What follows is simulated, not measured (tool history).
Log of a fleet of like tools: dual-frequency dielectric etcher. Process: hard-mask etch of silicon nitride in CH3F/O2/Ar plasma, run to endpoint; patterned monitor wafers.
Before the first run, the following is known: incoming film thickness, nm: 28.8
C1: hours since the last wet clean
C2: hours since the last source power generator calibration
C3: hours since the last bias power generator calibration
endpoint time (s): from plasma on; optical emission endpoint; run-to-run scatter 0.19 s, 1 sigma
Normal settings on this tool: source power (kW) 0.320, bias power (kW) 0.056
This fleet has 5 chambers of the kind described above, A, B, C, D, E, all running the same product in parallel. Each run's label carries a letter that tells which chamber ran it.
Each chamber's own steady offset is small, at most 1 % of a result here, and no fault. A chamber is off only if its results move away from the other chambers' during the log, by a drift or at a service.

run 1C day=0.288 | source_power_(kW)=0.320 bias_power_(kW)=0.056 | C1=258.1 C2=4306.6 C3=2296.5 | endpoint_time_(s)=49.559
run 2D day=0.558 | source_power_(kW)=0.320 bias_power_(kW)=0.056 | C1=265.9 C2=1227.6 C3=123.5 | endpoint_time_(s)=49.948
run 3E day=0.867 | source_power_(kW)=0.320 bias_power_(kW)=0.056 | C1=526.3 C2=4285.2 C3=2063.1 | endpoint_time_(s)=49.154
-- day=1.012 chamber A: wet clean of the chamber
run 4A day=1.221 | source_power_(kW)=0.320 bias_power_(kW)=0.056 | C1=5.0 C2=1532.4 C3=565.1 | endpoint_time_(s)=49.108
run 5B day=1.392 | source_power_(kW)=0.320 bias_power_(kW)=0.056 | C1=618.5 C2=2429.1 C3=2325.8 | endpoint_time_(s)=49.008
run 6C day=1.792 | source_power_(kW)=0.320 bias_power_(kW)=0.056 | C1=294.2 C2=4342.7 C3=2332.6 | endpoint_time_(s)=49.389
run 7E day=2.125 | source_power_(kW)=0.320 bias_power_(kW)=0.056 | C1=556.5 C2=4315.4 C3=2093.3 | endpoint_time_(s)=49.390
run 8B day=2.354 | source_power_(kW)=0.320 bias_power_(kW)=0.056 | C1=641.6 C2=2452.2 C3=2348.9 | endpoint_time_(s)=49.018
-- day=2.750 chamber B: wet clean of the chamber
run 9A day=2.750 | source_power_(kW)=0.320 bias_power_(kW)=0.056 | C1=41.7 C2=1569.1 C3=601.8 | endpoint_time_(s)=49.113
run 10D day=2.962 | source_power_(kW)=0.320 bias_power_(kW)=0.056 | C1=323.6 C2=1285.3 C3=181.2 | endpoint_time_(s)=49.869
run 11C day=3.208 | source_power_(kW)=0.320 bias_power_(kW)=0.056 | C1=328.2 C2=4376.7 C3=2366.6 | endpoint_time_(s)=49.656
run 12D day=3.533 | source_power_(kW)=0.320 bias_power_(kW)=0.056 | C1=337.3 C2=1299.0 C3=194.9 | endpoint_time_(s)=49.898
-- day=3.604 chamber E: wet clean of the chamber
run 13B day=3.850 | source_power_(kW)=0.320 bias_power_(kW)=0.056 | C1=26.4 C2=2488.1 C3=2384.8 | endpoint_time_(s)=49.094
run 14E day=4.167 | source_power_(kW)=0.320 bias_power_(kW)=0.056 | C1=13.5 C2=4364.4 C3=2142.3 | endpoint_time_(s)=49.243
run 15A day=4.483 | source_power_(kW)=0.390 bias_power_(kW)=0.050 | C1=83.3 C2=1610.7 C3=643.4 | endpoint_time_(s)=47.151
run 16D day=4.804 | source_power_(kW)=0.390 bias_power_(kW)=0.050 | C1=367.8 C2=1329.5 C3=225.4 | endpoint_time_(s)=47.370
run 17B day=4.979 | source_power_(kW)=0.390 bias_power_(kW)=0.050 | C1=53.5 C2=2515.2 C3=2411.9 | endpoint_time_(s)=47.695
run 18E day=5.171 | source_power_(kW)=0.390 bias_power_(kW)=0.050 | C1=37.6 C2=4388.5 C3=2166.4 | endpoint_time_(s)=46.909
run 19C day=5.350 | source_power_(kW)=0.390 bias_power_(kW)=0.050 | C1=379.6 C2=4428.1 C3=2418.0 | endpoint_time_(s)=47.325
run 20A day=5.625 | source_power_(kW)=0.320 bias_power_(kW)=0.056 | C1=110.7 C2=1638.1 C3=670.8 | endpoint_time_(s)=49.324
run 21E day=5.892 | source_power_(kW)=0.320 bias_power_(kW)=0.056 | C1=54.9 C2=4405.8 C3=2183.7 | endpoint_time_(s)=48.815
run 22D day=6.083 | source_power_(kW)=0.320 bias_power_(kW)=0.056 | C1=398.5 C2=1360.2 C3=256.1 | endpoint_time_(s)=49.506
run 23C day=6.275 | source_power_(kW)=0.320 bias_power_(kW)=0.056 | C1=401.8 C2=4450.3 C3=2440.2 | endpoint_time_(s)=48.864
run 24A day=6.604 | source_power_(kW)=0.320 bias_power_(kW)=0.056 | C1=134.2 C2=1661.6 C3=694.3 | endpoint_time_(s)=49.189
run 25B day=6.862 | source_power_(kW)=0.320 bias_power_(kW)=0.056 | C1=98.7 C2=2560.4 C3=2457.1 | endpoint_time_(s)=49.415
run 26D day=7.208 | source_power_(kW)=0.320 bias_power_(kW)=0.056 | C1=425.5 C2=1387.2 C3=283.1 | endpoint_time_(s)=49.475
run 27B day=7.412 | source_power_(kW)=0.320 bias_power_(kW)=0.056 | C1=111.9 C2=2573.6 C3=2470.3 | endpoint_time_(s)=49.345
run 28A day=7.596 | source_power_(kW)=0.320 bias_power_(kW)=0.056 | C1=158.0 C2=1685.4 C3=718.1 | endpoint_time_(s)=49.235
run 29E day=7.788 | source_power_(kW)=0.320 bias_power_(kW)=0.056 | C1=100.4 C2=4451.3 C3=2229.2 | endpoint_time_(s)=48.669
run 30C day=8.054 | source_power_(kW)=0.320 bias_power_(kW)=0.056 | C1=444.5 C2=4493.0 C3=2482.9 | endpoint_time_(s)=48.718

Has any chamber moved away from the others, gradually or after a service, or does the common gauge drift, or do the chambers differ only by their own small steady offsets? State the chamber and the most likely cause if one applies.

No chamber is off and the gauge is stable; the differences are just each chamber's small, constant offset.
